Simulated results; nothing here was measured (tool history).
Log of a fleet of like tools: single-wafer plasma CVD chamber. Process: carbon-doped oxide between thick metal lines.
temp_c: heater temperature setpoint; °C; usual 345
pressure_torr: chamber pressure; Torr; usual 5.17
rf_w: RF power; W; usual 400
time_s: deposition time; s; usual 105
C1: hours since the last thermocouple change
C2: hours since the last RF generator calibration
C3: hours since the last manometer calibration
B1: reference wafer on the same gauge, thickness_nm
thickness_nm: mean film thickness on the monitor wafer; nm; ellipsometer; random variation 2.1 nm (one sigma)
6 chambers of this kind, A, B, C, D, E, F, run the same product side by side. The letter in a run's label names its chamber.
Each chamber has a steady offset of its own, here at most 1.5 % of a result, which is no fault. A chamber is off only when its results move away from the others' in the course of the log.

Run 1A, day 0.367: usual settings; C1 915.6; C2 37.2; C3 344.2; B1 409.51. Result: thickness_nm 469.11 nm.
Run 2E, day 0.746: usual settings; C1 1083.4; C2 303.4; C3 1163.5; B1 409.35. Result: thickness_nm 465.77 nm.
Run 3F, day 1.096: usual settings; C1 839.7; C2 1163.6; C3 373.2; B1 408.72. Result: thickness_nm 462.39 nm.
Run 4C, day 1.571: usual settings; C1 844.3; C2 1273.1; C3 56.2; B1 409.35. Result: thickness_nm 463.4 nm.
Run 5B, day 1.883: usual settings; C1 703.9; C2 637.3; C3 352; B1 409.01. Result: thickness_nm 457.7 nm.
Run 6D, day 2.229: usual settings; C1 82.9; C2 1129.4; C3 2412; B1 409.08. Result: thickness_nm 462.15 nm.
Run 7E, day 2.679: usual settings; C1 1129.8; C2 349.8; C3 1209.9; B1 409.03. Result: thickness_nm 465.62 nm.
Run 8F, day 3.154: usual settings; C1 889.1; C2 1213; C3 422.6; B1 408.67. Result: thickness_nm 458.24 nm.
Run 9C, day 3.671: usual settings; C1 894.7; C2 1323.5; C3 106.6; B1 408.67. Result: thickness_nm 463.22 nm.
Run 10D, day 3.929: usual settings; C1 123.7; C2 1170.2; C3 2452.8; B1 408.53. Result: thickness_nm 465.23 nm.
At day 4.225: chamber D: capacitance manometer re-zeroed and calibrated.
Run 11A, day 4.3: usual settings; C1 1010; C2 131.6; C3 438.6; B1 408.96. Result: thickness_nm 470.47 nm.
Run 12B, day 4.662: usual settings; C1 770.6; C2 704; C3 418.7; B1 409.03. Result: thickness_nm 456.87 nm.
Run 13C, day 5.017: usual settings; C1 927; C2 1355.8; C3 138.9; B1 408.71. Result: thickness_nm 461.12 nm.
Run 14A, day 5.425: usual settings; C1 1037; C2 158.6; C3 465.6; B1 408.44. Result: thickness_nm 465.19 nm.
Run 15F, day 5.867: usual settings; C1 954.2; C2 1278.1; C3 487.7; B1 409.35. Result: thickness_nm 459.55 nm.
Run 16D, day 6.262: usual settings; C1 179.7; C2 1226.2; C3 49; B1 409.17. Result: thickness_nm 462.67 nm.
Run 17B, day 6.546: usual settings; C1 815.8; C2 749.2; C3 463.9; B1 408.36. Result: thickness_nm 459.55 nm.
Run 18E, day 7.033: usual settings; C1 1234.3; C2 454.3; C3 1314.4; B1 409.01. Result: thickness_nm 466.63 nm.
Run 19C, day 7.325: usual settings; C1 982.4; C2 1411.2; C3 194.3; B1 408.9. Result: thickness_nm 463.46 nm.
Run 20D, day 7.729: usual settings; C1 214.9; C2 1261.4; C3 84.2; B1 409.13. Result: thickness_nm 467.17 nm.
Run 21A, day 7.992: usual settings; C1 1098.6; C2 220.2; C3 527.2; B1 409.64. Result: thickness_nm 471 nm.
Run 22F, day 8.492: usual settings; C1 1017.2; C2 1341.1; C3 550.7; B1 408.83. Result: thickness_nm 463.55 nm.
Run 23E, day 9.012: usual settings but rf_w 465 W, time_s 97 s; C1 1281.8; C2 501.8; C3 1361.9; B1 408.54. Result: thickness_nm 480.33 nm.
Run 24B, day 9.446: usual settings but rf_w 465 W, time_s 97 s; C1 885.4; C2 818.8; C3 533.5; B1 408.63. Result: thickness_nm 470.58 nm.
At day 9.512: chamber E: thermocouple changed; heater temperature recalibrated.
Run 25D, day 9.833: usual settings but rf_w 465 W, time_s 97 s; C1 265.4; C2 1311.9; C3 134.7; B1 408.95. Result: thickness_nm 475.56 nm.
Run 26B, day 10.262: usual settings but rf_w 465 W, time_s 97 s; C1 905; C2 838.4; C3 553.1; B1 408.84. Result: thickness_nm 471.74 nm.
Run 27C, day 10.692: usual settings but rf_w 465 W, time_s 97 s; C1 1063.2; C2 1492; C3 275.1; B1 409.22. Result: thickness_nm 472.91 nm.
Run 28E, day 11.071: usual settings but rf_w 465 W, time_s 97 s; C1 37.4; C2 551.2; C3 1411.3; B1 409.29. Result: thickness_nm 480.07 nm.
Run 29F, day 11.417: usual settings but pressure_torr 5.82 Torr, time_s 93 s; C1 1087.4; C2 1411.3; C3 620.9; B1 408.8. Result: thickness_nm 415.8 nm.
Run 30A, day 11.862: usual settings but pressure_torr 5.82 Torr, time_s 93 s; C1 1191.5; C2 313.1; C3 620.1; B1 409.27. Result: thickness_nm 421.83 nm.
Run 31A, day 12.346: usual settings but pressure_torr 5.82 Torr, time_s 93 s; C1 1203.1; C2 324.7; C3 631.7; B1 408.8. Result: thickness_nm 425.83 nm.
Run 32F, day 12.621: usual settings but pressure_torr 5.82 Torr, time_s 93 s; C1 1116.3; C2 1440.2; C3 649.8; B1 408.7. Result: thickness_nm 417.46 nm.
Run 33E, day 12.883: usual settings but pressure_torr 5.82 Torr, time_s 93 s; C1 80.9; C2 594.7; C3 1454.8; B1 409.03. Result: thickness_nm 414.87 nm.
Run 34C, day 13.3: usual settings but pressure_torr 5.82 Torr, time_s 93 s; C1 1125.8; C2 1554.6; C3 337.7; B1 408.73. Result: thickness_nm 414.29 nm.
Run 35D, day 13.55: usual settings; C1 354.6; C2 1401.1; C3 223.9; B1 409.35. Result: thickness_nm 463.33 nm.
Run 36B, day 13.917: usual settings; C1 992.7; C2 926.1; C3 640.8; B1 408.73. Result: thickness_nm 459.03 nm.
Run 37E, day 14.412: usual settings; C1 117.6; C2 631.4; C3 1491.5; B1 408.96. Result: thickness_nm 466.98 nm.
Run 38B, day 14.917: usual settings; C1 1016.7; C2 950.1; C3 664.8; B1 409.2. Result: thickness_nm 459.93 nm.
At day 15.362: chamber F: thermocouple changed; heater temperature recalibrated.
Run 39D, day 15.392: usual settings; C1 398.8; C2 1445.3; C3 268.1; B1 408.91. Result: thickness_nm 466.76 nm.
Run 40C, day 15.742: usual settings; C1 1184.4; C2 1613.2; C3 396.3; B1 408.82. Result: thickness_nm 466.87 nm.
Run 41F, day 15.971: usual settings; C1 14.6; C2 1520.6; C3 730.2; B1 408.94. Result: thickness_nm 461.49 nm.
Run 42A, day 16.217: usual settings; C1 1296; C2 417.6; C3 724.6; B1 409.59. Result: thickness_nm 468.05 nm.

Is one chamber off against the others, does the gauge drift, or is nothing wrong? If a chamber is off, say which, and what the likeliest cause is.

No chamber stands off beyond its own small offset, and the gauge holds steady.

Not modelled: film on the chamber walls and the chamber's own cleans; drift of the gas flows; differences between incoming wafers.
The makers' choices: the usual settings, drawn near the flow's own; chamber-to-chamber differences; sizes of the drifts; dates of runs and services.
